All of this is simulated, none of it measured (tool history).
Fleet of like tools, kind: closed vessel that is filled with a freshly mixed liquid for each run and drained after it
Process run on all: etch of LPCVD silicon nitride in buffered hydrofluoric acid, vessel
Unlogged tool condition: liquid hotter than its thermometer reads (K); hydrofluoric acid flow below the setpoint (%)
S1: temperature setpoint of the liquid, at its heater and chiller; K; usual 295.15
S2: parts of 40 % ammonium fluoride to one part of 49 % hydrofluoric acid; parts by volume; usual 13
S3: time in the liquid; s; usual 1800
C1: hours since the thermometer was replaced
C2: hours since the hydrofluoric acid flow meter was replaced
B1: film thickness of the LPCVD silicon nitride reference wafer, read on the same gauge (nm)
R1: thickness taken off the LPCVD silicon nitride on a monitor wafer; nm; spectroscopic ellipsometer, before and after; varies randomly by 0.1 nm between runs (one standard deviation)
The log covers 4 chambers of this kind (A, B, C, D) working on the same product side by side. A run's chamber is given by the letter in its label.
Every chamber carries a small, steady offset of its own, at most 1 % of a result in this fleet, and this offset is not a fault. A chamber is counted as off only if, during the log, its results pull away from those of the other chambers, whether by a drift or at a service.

run,hour,S1,S2,S3,C1,C2,B1,R1
1B,3.5,295.15,13,1800,149.2,485.9,119.99,16.34
2C,9.2,295.15,13,1800,444.4,320.6,120.01,16.168
3D,15.4,295.15,13,1800,623.5,849.7,120.04,16.025
4A,19.2,295.15,13,1800,3132.7,871.4,119.98,16.145
5D,26.7,295.15,13,1800,634.8,861,119.98,16.071
6C,31.4,295.15,13,2210,466.6,342.8,120,19.659
7A,38.1,295.15,13,2210,3151.6,890.3,119.98,19.644
8B,42.1,295.15,13,2210,187.8,524.5,120.01,19.781
9D,49,295.15,13,2210,657.1,883.3,120,19.756
10A,52.5,295.15,13,1800,3166,904.7,119.97,16.031
11B,57.6,295.15,13,1800,203.3,540,120.01,16.377
# hour 60.1: chamber A: hydrofluoric acid flow meter replaced
12C,64.8,295.15,13,1800,500,376.2,120.05,16.25
13C,68.6,295.15,9.5,1800,503.8,380,119.99,21.504
14D,72.6,295.15,9.5,1800,680.7,906.9,120.01,21.777
15A,76.4,295.15,9.5,1800,3189.9,16.3,120.02,21.588
16B,83.3,295.15,9.5,1800,229,565.7,119.97,21.679
17B,88.3,295.15,13,1800,234,570.7,120.01,15.967
18D,92.2,295.15,13,1800,700.3,926.5,120,16.708
19A,98.7,295.15,13,1800,3212.2,38.6,120.04,16.097
# hour 99.4: chamber A: thermometer replaced
20C,103.2,295.15,11,2630,538.4,414.6,120,27.596
21B,110.2,295.15,11,2630,255.9,592.6,120.01,27.616
22A,115.6,295.15,11,2630,16.3,55.5,119.99,27.785
23C,119.7,295.15,11,2630,554.9,431.1,119.96,27.654
24D,127,295.15,13,1800,735.1,961.3,120.01,17.004
25B,134.2,295.15,13,1800,279.9,616.6,120,16.048
26A,138.7,295.15,13,1800,39.4,78.6,120.01,16.094
27C,142.8,295.15,13,1800,578,454.2,120,16.028
28D,146.6,295.15,13,1800,754.7,980.9,119.97,17.294
29D,153.1,295.15,13,1800,761.2,987.4,120,17.445

Next, all 4 chambers run the settings below, one line each with question marks for the results. What does each chamber give?
30A,158.6,295.15,13,1800,,,,?
30B,158.6,295.15,13,1800,,,,?
30C,158.6,295.15,13,1800,,,,?
30D,158.6,295.15,13,1800,,,,?

run,R1
30A,16.041
30B,16.299
30C,15.993
30D,17.488
